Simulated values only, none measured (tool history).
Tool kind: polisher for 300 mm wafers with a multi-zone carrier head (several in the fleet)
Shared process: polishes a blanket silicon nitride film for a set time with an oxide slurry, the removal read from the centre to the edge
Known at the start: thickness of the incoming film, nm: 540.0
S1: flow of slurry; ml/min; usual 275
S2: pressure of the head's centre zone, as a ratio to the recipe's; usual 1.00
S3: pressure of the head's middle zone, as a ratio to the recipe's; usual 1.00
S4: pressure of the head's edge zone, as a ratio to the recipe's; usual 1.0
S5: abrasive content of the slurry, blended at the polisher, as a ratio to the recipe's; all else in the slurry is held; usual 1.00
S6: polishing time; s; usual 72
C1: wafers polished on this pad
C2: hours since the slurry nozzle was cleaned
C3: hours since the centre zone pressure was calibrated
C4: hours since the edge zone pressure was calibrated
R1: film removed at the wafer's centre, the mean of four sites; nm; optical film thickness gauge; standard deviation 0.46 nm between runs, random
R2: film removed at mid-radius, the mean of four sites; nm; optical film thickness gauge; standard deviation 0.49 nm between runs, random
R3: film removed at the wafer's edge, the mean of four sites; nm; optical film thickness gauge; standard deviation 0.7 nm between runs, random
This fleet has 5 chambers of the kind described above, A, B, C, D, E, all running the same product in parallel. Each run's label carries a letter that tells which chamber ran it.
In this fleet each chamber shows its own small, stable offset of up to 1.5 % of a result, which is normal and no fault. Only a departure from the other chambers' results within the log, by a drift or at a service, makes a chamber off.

{"hour": 3.0, "done": "chamber A: slurry nozzle cleaned"}
{"run": "1A", "hour": 8.0, "S1": 275, "S2": 1.0, "S3": 1.0, "S4": 1.0, "S5": 1.0, "S6": 72, "C1": 344, "C2": 5.1, "C3": 567.2, "C4": 1030.1, "R1": 56.317, "R2": 56.565, "R3": 54.876}
{"run": "2C", "hour": 16.4, "S1": 275, "S2": 1.0, "S3": 1.0, "S4": 1.0, "S5": 1.0, "S6": 72, "C1": 534, "C2": 495.0, "C3": 251.3, "C4": 276.9, "R1": 55.61, "R2": 55.41, "R3": 56.69}
{"hour": 17.7, "done": "chamber E: worn pad replaced by a new one"}
{"run": "3D", "hour": 26.9, "S1": 275, "S2": 1.0, "S3": 1.0, "S4": 1.0, "S5": 1.0, "S6": 72, "C1": 289, "C2": 95.9, "C3": 752.6, "C4": 70.0, "R1": 56.182, "R2": 56.205, "R3": 56.261}
{"hour": 29.8, "done": "chamber E: centre zone pressure recalibrated"}
{"hour": 34.3, "done": "chamber A: worn pad replaced by a new one"}
{"run": "4E", "hour": 36.0, "S1": 275, "S2": 1.0, "S3": 1.0, "S4": 1.0, "S5": 1.0, "S6": 72, "C1": 190, "C2": 122.7, "C3": 6.3, "C4": 336.7, "R1": 56.221, "R2": 57.002, "R3": 57.497}
{"run": "5B", "hour": 45.7, "S1": 275, "S2": 1.0, "S3": 1.0, "S4": 1.0, "S5": 1.0, "S6": 72, "C1": 957, "C2": 460.3, "C3": 284.7, "C4": 178.8, "R1": 57.058, "R2": 55.539, "R3": 56.438}
{"run": "6B", "hour": 52.1, "S1": 275, "S2": 1.0, "S3": 1.0, "S4": 1.0, "S5": 1.0, "S6": 72, "C1": 1024, "C2": 466.7, "C3": 291.1, "C4": 185.2, "R1": 56.866, "R2": 55.694, "R3": 56.654}
{"run": "7D", "hour": 57.5, "S1": 275, "S2": 1.0, "S3": 1.0, "S4": 1.0, "S5": 1.0, "S6": 72, "C1": 606, "C2": 126.5, "C3": 783.2, "C4": 100.6, "R1": 56.331, "R2": 56.382, "R3": 56.047}
{"run": "8C", "hour": 63.1, "S1": 275, "S2": 1.0, "S3": 1.0, "S4": 1.0, "S5": 1.0, "S6": 72, "C1": 1019, "C2": 541.7, "C3": 298.0, "C4": 323.6, "R1": 56.328, "R2": 56.27, "R3": 56.619}
{"hour": 66.4, "done": "chamber B: worn pad replaced by a new one"}
{"run": "9A", "hour": 73.3, "S1": 275, "S2": 1.0, "S3": 1.0, "S4": 1.0, "S5": 1.0, "S6": 72, "C1": 405, "C2": 70.4, "C3": 632.5, "C4": 1095.4, "R1": 56.782, "R2": 56.702, "R3": 55.607}
{"hour": 78.1, "done": "chamber A: edge zone pressure recalibrated"}
{"hour": 78.1, "done": "chamber C: worn pad replaced by a new one"}
{"run": "10E", "hour": 79.2, "S1": 275, "S2": 1.0, "S3": 1.0, "S4": 1.0, "S5": 1.0, "S6": 72, "C1": 638, "C2": 165.9, "C3": 49.5, "C4": 379.9, "R1": 57.6, "R2": 56.652, "R3": 55.205}
{"hour": 81.7, "done": "chamber B: slurry nozzle cleaned"}
{"run": "11B", "hour": 89.4, "S1": 275, "S2": 1.0, "S3": 1.0, "S4": 1.0, "S5": 1.0, "S6": 72, "C1": 239, "C2": 7.7, "C3": 328.4, "C4": 222.5, "R1": 56.164, "R2": 56.555, "R3": 56.52}
{"hour": 90.3, "done": "chamber A: worn pad replaced by a new one"}
{"run": "12D", "hour": 97.1, "S1": 325, "S2": 1.0, "S3": 1.0, "S4": 1.0, "S5": 1.0, "S6": 72, "C1": 1017, "C2": 166.1, "C3": 822.8, "C4": 140.2, "R1": 57.759, "R2": 56.61, "R3": 56.583}
{"run": "13E", "hour": 105.9, "S1": 325, "S2": 1.0, "S3": 1.0, "S4": 1.0, "S5": 1.0, "S6": 72, "C1": 916, "C2": 192.6, "C3": 76.2, "C4": 406.6, "R1": 58.766, "R2": 56.776, "R3": 57.001}
{"hour": 108.1, "done": "chamber E: worn pad replaced by a new one"}
{"run": "14A", "hour": 115.7, "S1": 325, "S2": 1.0, "S3": 1.0, "S4": 1.0, "S5": 1.0, "S6": 72, "C1": 263, "C2": 112.8, "C3": 674.9, "C4": 37.7, "R1": 57.059, "R2": 57.579, "R3": 57.192}
{"run": "15C", "hour": 120.4, "S1": 325, "S2": 1.0, "S3": 1.0, "S4": 1.0, "S5": 1.0, "S6": 72, "C1": 439, "C2": 599.0, "C3": 355.3, "C4": 380.9, "R1": 56.275, "R2": 58.255, "R3": 57.13}
{"hour": 120.7, "done": "chamber D: worn pad replaced by a new one"}
{"run": "16B", "hour": 128.2, "S1": 325, "S2": 1.0, "S3": 1.0, "S4": 1.0, "S5": 1.0, "S6": 72, "C1": 642, "C2": 46.5, "C3": 367.2, "C4": 261.3, "R1": 56.976, "R2": 57.241, "R3": 57.473}
{"run": "17A", "hour": 138.9, "S1": 275, "S2": 0.88, "S3": 1.0, "S4": 1.0, "S5": 0.8, "S6": 72, "C1": 504, "C2": 136.0, "C3": 698.1, "C4": 60.9, "R1": 43.658, "R2": 50.409, "R3": 50.13}
{"run": "18E", "hour": 146.9, "S1": 275, "S2": 0.88, "S3": 1.0, "S4": 1.0, "S5": 0.8, "S6": 72, "C1": 402, "C2": 233.6, "C3": 117.2, "C4": 447.6, "R1": 44.026, "R2": 51.487, "R3": 50.836}
{"hour": 150.8, "done": "chamber A: worn pad replaced by a new one"}
{"run": "19C", "hour": 152.7, "S1": 275, "S2": 0.88, "S3": 1.0, "S4": 1.0, "S5": 0.8, "S6": 72, "C1": 775, "C2": 631.3, "C3": 387.6, "C4": 413.2, "R1": 43.637, "R2": 50.161, "R3": 51.62}
{"run": "20D", "hour": 163.0, "S1": 275, "S2": 0.88, "S3": 1.0, "S4": 1.0, "S5": 0.8, "S6": 72, "C1": 439, "C2": 232.0, "C3": 888.7, "C4": 206.1, "R1": 44.563, "R2": 49.96, "R3": 50.859}
{"hour": 168.8, "done": "chamber B: worn pad replaced by a new one"}
{"run": "21D", "hour": 169.8, "S1": 275, "S2": 0.88, "S3": 1.0, "S4": 1.0, "S5": 0.8, "S6": 72, "C1": 510, "C2": 238.8, "C3": 895.5, "C4": 212.9, "R1": 43.85, "R2": 50.202, "R3": 49.971}
{"run": "22E", "hour": 174.5, "S1": 275, "S2": 1.0, "S3": 1.0, "S4": 1.0, "S5": 1.0, "S6": 72, "C1": 689, "C2": 261.2, "C3": 144.8, "C4": 475.2, "R1": 55.974, "R2": 56.588, "R3": 57.415}
{"run": "23B", "hour": 181.1, "S1": 275, "S2": 1.0, "S3": 1.0, "S4": 1.0, "S5": 1.0, "S6": 72, "C1": 127, "C2": 99.4, "C3": 420.1, "C4": 314.2, "R1": 56.855, "R2": 55.366, "R3": 56.585}
{"run": "24C", "hour": 190.0, "S1": 275, "S2": 1.0, "S3": 1.0, "S4": 1.0, "S5": 1.0, "S6": 72, "C1": 1162, "C2": 668.6, "C3": 424.9, "C4": 450.5, "R1": 56.436, "R2": 56.637, "R3": 56.974}
{"run": "25A", "hour": 198.8, "S1": 275, "S2": 1.0, "S3": 1.0, "S4": 1.0, "S5": 1.0, "S6": 72, "C1": 498, "C2": 195.9, "C3": 758.0, "C4": 120.8, "R1": 55.911, "R2": 55.703, "R3": 54.935}
{"hour": 200.0, "done": "chamber E: worn pad replaced by a new one"}
{"run": "26D", "hour": 209.6, "S1": 275, "S2": 1.0, "S3": 1.0, "S4": 1.0, "S5": 1.0, "S6": 72, "C1": 923, "C2": 278.6, "C3": 935.3, "C4": 252.7, "R1": 55.886, "R2": 55.379, "R3": 54.615}
{"hour": 209.7, "done": "chamber A: worn pad replaced by a new one"}
{"hour": 211.9, "done": "chamber C: worn pad replaced by a new one"}
{"run": "27A", "hour": 215.7, "S1": 275, "S2": 1.0, "S3": 1.0, "S4": 1.0, "S5": 1.0, "S6": 72, "C1": 63, "C2": 212.8, "C3": 774.9, "C4": 137.7, "R1": 55.867, "R2": 56.178, "R3": 55.891}
{"hour": 226.3, "done": "chamber A: slurry nozzle cleaned"}
{"run": "28B", "hour": 226.4, "S1": 275, "S2": 0.88, "S3": 1.0, "S4": 1.0, "S5": 1.0, "S6": 72, "C1": 598, "C2": 144.7, "C3": 465.4, "C4": 359.5, "R1": 48.681, "R2": 56.465, "R3": 56.171}
{"run": "29E", "hour": 234.8, "S1": 275, "S2": 0.88, "S3": 1.0, "S4": 1.0, "S5": 1.0, "S6": 72, "C1": 361, "C2": 321.5, "C3": 205.1, "C4": 535.5, "R1": 48.976, "R2": 57.11, "R3": 55.671}
{"hour": 235.5, "done": "chamber D: worn pad replaced by a new one"}
{"run": "30C", "hour": 244.7, "S1": 275, "S2": 0.88, "S3": 1.0, "S4": 1.0, "S5": 1.0, "S6": 72, "C1": 340, "C2": 723.3, "C3": 479.6, "C4": 505.2, "R1": 48.994, "R2": 56.031, "R3": 56.609}
{"run": "31C", "hour": 252.5, "S1": 275, "S2": 0.88, "S3": 1.0, "S4": 1.0, "S5": 1.0, "S6": 72, "C1": 421, "C2": 731.1, "C3": 487.4, "C4": 513.0, "R1": 48.616, "R2": 55.213, "R3": 55.94}
{"hour": 256.5, "done": "chamber B: centre zone pressure recalibrated"}
{"hour": 259.9, "done": "chamber B: worn pad replaced by a new one"}
{"run": "32A", "hour": 262.1, "S1": 275, "S2": 0.88, "S3": 1.0, "S4": 1.0, "S5": 1.0, "S6": 72, "C1": 544, "C2": 35.9, "C3": 821.3, "C4": 184.1, "R1": 48.478, "R2": 55.864, "R3": 54.677}
{"hour": 266.4, "done": "chamber A: worn pad replaced by a new one"}
{"run": "33E", "hour": 271.0, "S1": 275, "S2": 1.0, "S3": 0.93, "S4": 1.0, "S5": 1.0, "S6": 72, "C1": 737, "C2": 357.7, "C3": 241.3, "C4": 571.7, "R1": 56.499, "R2": 53.04, "R3": 56.759}
{"run": "34D", "hour": 277.7, "S1": 275, "S2": 1.0, "S3": 0.93, "S4": 1.0, "S5": 1.0, "S6": 72, "C1": 438, "C2": 346.7, "C3": 1003.4, "C4": 320.8, "R1": 56.936, "R2": 51.864, "R3": 55.379}
{"run": "35B", "hour": 282.8, "S1": 275, "S2": 1.0, "S3": 0.93, "S4": 1.0, "S5": 1.0, "S6": 72, "C1": 238, "C2": 201.1, "C3": 26.3, "C4": 415.9, "R1": 56.444, "R2": 53.222, "R3": 56.836}
{"hour": 284.9, "done": "chamber E: slurry nozzle cleaned"}
{"run": "36D", "hour": 287.6, "S1": 275, "S2": 1.0, "S3": 0.93, "S4": 1.0, "S5": 1.0, "S6": 72, "C1": 541, "C2": 356.6, "C3": 1013.3, "C4": 330.7, "R1": 56.028, "R2": 52.774, "R3": 56.46}
{"hour": 292.1, "done": "chamber E: worn pad replaced by a new one"}
{"run": "37A", "hour": 293.8, "S1": 275, "S2": 1.0, "S3": 0.93, "S4": 1.0, "S5": 1.0, "S6": 72, "C1": 285, "C2": 67.6, "C3": 853.0, "C4": 215.8, "R1": 56.331, "R2": 52.157, "R3": 56.519}
{"run": "38E", "hour": 300.5, "S1": 275, "S2": 1.0, "S3": 1.0, "S4": 1.0, "S5": 1.0, "S6": 72, "C1": 87, "C2": 15.6, "C3": 270.8, "C4": 601.2, "R1": 56.589, "R2": 56.56, "R3": 57.042}
{"run": "39C", "hour": 305.5, "S1": 275, "S2": 1.0, "S3": 1.0, "S4": 0.9, "S5": 1.15, "S6": 72, "C1": 971, "C2": 784.1, "C3": 540.4, "C4": 566.0, "R1": 60.066, "R2": 59.741, "R3": 56.48}

One chamber off, gauge drift, or nothing amiss beyond the chambers' own small offsets? If it is a chamber, which one, and what is the likeliest cause?

No chamber is off and the gauge is stable; the differences are just each chamber's small, constant offset.
